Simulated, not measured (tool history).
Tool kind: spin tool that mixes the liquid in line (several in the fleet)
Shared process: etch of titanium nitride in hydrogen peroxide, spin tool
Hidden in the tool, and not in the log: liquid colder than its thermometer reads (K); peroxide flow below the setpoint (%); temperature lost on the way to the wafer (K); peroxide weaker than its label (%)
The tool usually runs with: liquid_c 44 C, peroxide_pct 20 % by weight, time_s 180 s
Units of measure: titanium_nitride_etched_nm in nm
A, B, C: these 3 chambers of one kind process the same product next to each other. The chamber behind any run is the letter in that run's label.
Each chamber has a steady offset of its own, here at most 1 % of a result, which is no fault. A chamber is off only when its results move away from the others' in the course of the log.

run,day,liquid_c,peroxide_pct,time_s,hours since the thermometer was replaced,hours since the peroxide flow meter was replaced,hours since the heated supply line was repaired,hours since the drum of peroxide was connected,"read-back film thickness of the titanium nitride reference wafer, read on the same gauge (nm)",titanium_nitride_etched_nm
1A,0.633,44,20,180,1029.5,841.1,3903.1,274.0,119.99,5.4486
2C,1.150,44,20,180,1147.9,1663.6,779.4,265.9,120.01,5.5023
3B,1.750,44,20,180,1359.3,437.8,1006.4,61.1,119.98,5.5273
4C,2.121,44,20,180,1171.2,1686.9,802.7,289.2,120.00,5.5511
5A,2.646,44,20,180,1077.8,889.4,3951.4,322.3,120.01,5.4926
6B,3.046,44,20,180,1390.4,468.9,1037.5,92.2,120.02,5.5269
# day 3.158: chamber A: heated supply line repaired
7B,3.588,44,20,95,1403.4,481.9,1050.5,105.2,120.02,2.9036
8A,4.246,44,20,95,1116.2,927.8,26.2,360.7,120.04,2.8985
9C,4.621,44,20,95,1231.2,1746.9,862.7,349.2,120.00,2.9186
# day 4.729: chamber B: peroxide flow meter replaced
10A,5.000,44,20,180,1134.3,945.9,44.3,378.8,120.00,5.4635
11C,5.429,44,20,180,1250.6,1766.3,882.1,368.6,119.99,5.5110
12B,6.050,44,20,180,1462.5,31.7,1109.6,164.3,120.00,5.5105
# day 6.408: chamber C: peroxide flow meter replaced
13C,6.667,44,20,180,1280.3,6.3,911.8,398.3,120.00,5.5251
14A,7.204,44,20,180,1187.2,998.8,97.2,431.7,119.99,5.4927
15B,7.500,44,20,180,1497.3,66.5,1144.4,199.1,120.01,5.5028
16B,7.979,44,20,180,1508.8,78.0,1155.9,210.6,120.00,5.5167
17C,8.488,44,20,115,1324.0,50.0,955.5,442.0,120.01,3.5639
# day 8.654: chamber A: peroxide flow meter replaced
18A,8.812,44,20,115,1225.8,3.9,135.8,470.3,119.99,3.5202
19A,9.208,44,20,115,1235.3,13.4,145.3,479.8,119.99,3.4981
20C,9.812,44,20,180,1355.8,81.8,987.3,473.8,120.01,5.5668
# day 10.054: chamber C: heated supply line repaired
21B,10.212,44,20,180,1562.4,131.6,1209.5,264.2,120.02,5.4869
22C,10.658,44,20,180,1376.1,102.1,14.6,494.1,120.01,5.5302
23A,11.158,44,20,180,1282.1,60.2,192.1,526.6,120.03,5.4994
24B,11.458,44,20,180,1592.3,161.5,1239.4,294.1,120.00,5.4814

All 3 chambers run these settings next. Forecast each chamber's results:
25A,11.929,48,20,180,,,,,,?
25B,11.929,48,20,180,,,,,,?
25C,11.929,48,20,180,,,,,,?

run,titanium_nitride_etched_nm
25A,7.4379
25B,7.3639
25C,7.3570
